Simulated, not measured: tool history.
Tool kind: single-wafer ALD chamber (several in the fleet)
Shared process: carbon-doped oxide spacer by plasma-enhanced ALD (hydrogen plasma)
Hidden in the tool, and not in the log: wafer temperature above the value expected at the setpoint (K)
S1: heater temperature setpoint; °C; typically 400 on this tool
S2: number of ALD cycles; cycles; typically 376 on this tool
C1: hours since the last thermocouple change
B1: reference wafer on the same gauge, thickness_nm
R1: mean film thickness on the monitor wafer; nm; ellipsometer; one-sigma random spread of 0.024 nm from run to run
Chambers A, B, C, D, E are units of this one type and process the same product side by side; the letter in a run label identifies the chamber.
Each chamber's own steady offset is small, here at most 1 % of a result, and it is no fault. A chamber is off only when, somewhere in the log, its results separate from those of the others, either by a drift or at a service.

run 1A day=0.479 | S1=400 S2=376 | C1=746.2 | B1=17.297 | R1=18.774
run 2B day=1.171 | S1=400 S2=376 | C1=980.6 | B1=17.293 | R1=18.827
run 3E day=1.858 | S1=400 S2=376 | C1=384.7 | B1=17.287 | R1=18.788
run 4C day=2.375 | S1=400 S2=376 | C1=837.8 | B1=17.293 | R1=18.804
run 5D day=2.962 | S1=400 S2=376 | C1=983.3 | B1=17.288 | R1=18.62
run 6B day=3.642 | S1=409 S2=376 | C1=1039.9 | B1=17.287 | R1=18.299
run 7D day=4.225 | S1=409 S2=376 | C1=1013.6 | B1=17.278 | R1=18.128
run 8A day=4.746 | S1=409 S2=376 | C1=848.6 | B1=17.283 | R1=18.255
run 9C day=5.138 | S1=409 S2=376 | C1=904.1 | B1=17.278 | R1=18.318
run 10E day=5.608 | S1=409 S2=376 | C1=474.7 | B1=17.282 | R1=18.288
run 11C day=6.246 | S1=386 S2=328 | C1=930.7 | B1=17.272 | R1=16.389
run 12E day=6.862 | S1=386 S2=328 | C1=504.8 | B1=17.268 | R1=16.411
run 13A day=7.242 | S1=386 S2=328 | C1=908.5 | B1=17.267 | R1=16.345
-- day=7.267 chamber D: thermocouple changed; heater temperature recalibrated
run 14B day=7.575 | S1=386 S2=328 | C1=1134.3 | B1=17.265 | R1=16.385
run 15D day=7.892 | S1=386 S2=328 | C1=15 | B1=17.267 | R1=16.207
run 16E day=8.367 | S1=400 S2=376 | C1=540.9 | B1=17.265 | R1=18.802
run 17D day=8.9 | S1=400 S2=376 | C1=39.2 | B1=17.263 | R1=18.629
run 18B day=9.275 | S1=400 S2=376 | C1=1175.1 | B1=17.263 | R1=18.779
run 19C day=9.925 | S1=400 S2=376 | C1=1019 | B1=17.263 | R1=18.754
run 20A day=10.567 | S1=400 S2=413 | C1=988.3 | B1=17.259 | R1=20.574
run 21D day=11.046 | S1=400 S2=413 | C1=90.7 | B1=17.249 | R1=20.433
run 22B day=11.429 | S1=400 S2=413 | C1=1226.8 | B1=17.247 | R1=20.657
run 23A day=11.867 | S1=400 S2=413 | C1=1019.5 | B1=17.249 | R1=20.609
run 24E day=12.529 | S1=400 S2=413 | C1=640.8 | B1=17.245 | R1=20.643
run 25C day=12.925 | S1=400 S2=376 | C1=1091 | B1=17.247 | R1=18.792
run 26B day=13.346 | S1=400 S2=376 | C1=1272.8 | B1=17.243 | R1=18.743
run 27D day=13.779 | S1=400 S2=376 | C1=156.3 | B1=17.241 | R1=18.569
run 28A day=14.125 | S1=400 S2=376 | C1=1073.7 | B1=17.239 | R1=18.674
run 29C day=14.575 | S1=400 S2=376 | C1=1130.6 | B1=17.236 | R1=18.75
run 30E day=15.271 | S1=400 S2=376 | C1=706.6 | B1=17.236 | R1=18.782
run 31C day=15.6 | S1=400 S2=376 | C1=1155.2 | B1=17.234 | R1=18.78
run 32D day=15.921 | S1=400 S2=376 | C1=207.7 | B1=17.225 | R1=18.623
run 33B day=16.292 | S1=396 S2=376 | C1=1343.5 | B1=17.234 | R1=18.788
run 34E day=16.812 | S1=396 S2=376 | C1=743.6 | B1=17.233 | R1=18.767
run 35A day=17.275 | S1=396 S2=376 | C1=1149.3 | B1=17.23 | R1=18.722
run 36C day=17.829 | S1=396 S2=376 | C1=1208.7 | B1=17.223 | R1=18.767
run 37A day=18.258 | S1=396 S2=376 | C1=1172.9 | B1=17.225 | R1=18.663
run 38E day=18.867 | S1=400 S2=376 | C1=792.9 | B1=17.219 | R1=18.744
run 39B day=19.525 | S1=400 S2=376 | C1=1421.1 | B1=17.224 | R1=18.775
run 40D day=20.204 | S1=400 S2=376 | C1=310.5 | B1=17.216 | R1=18.594
run 41B day=20.796 | S1=400 S2=376 | C1=1451.6 | B1=17.212 | R1=18.737
run 42E day=21.412 | S1=400 S2=376 | C1=854 | B1=17.212 | R1=18.741
run 43C day=21.933 | S1=400 S2=376 | C1=1307.2 | B1=17.213 | R1=18.732

Has any chamber moved away from the others, gradually or after a service, or does the common gauge drift, or do the chambers differ only by their own small steady offsets? State the chamber and the most likely cause if one applies.

The shared gauge is drifting. All chambers look as if they move in step, but none is off.
Likeliest cause: gauge reads low (%) = 0.533.
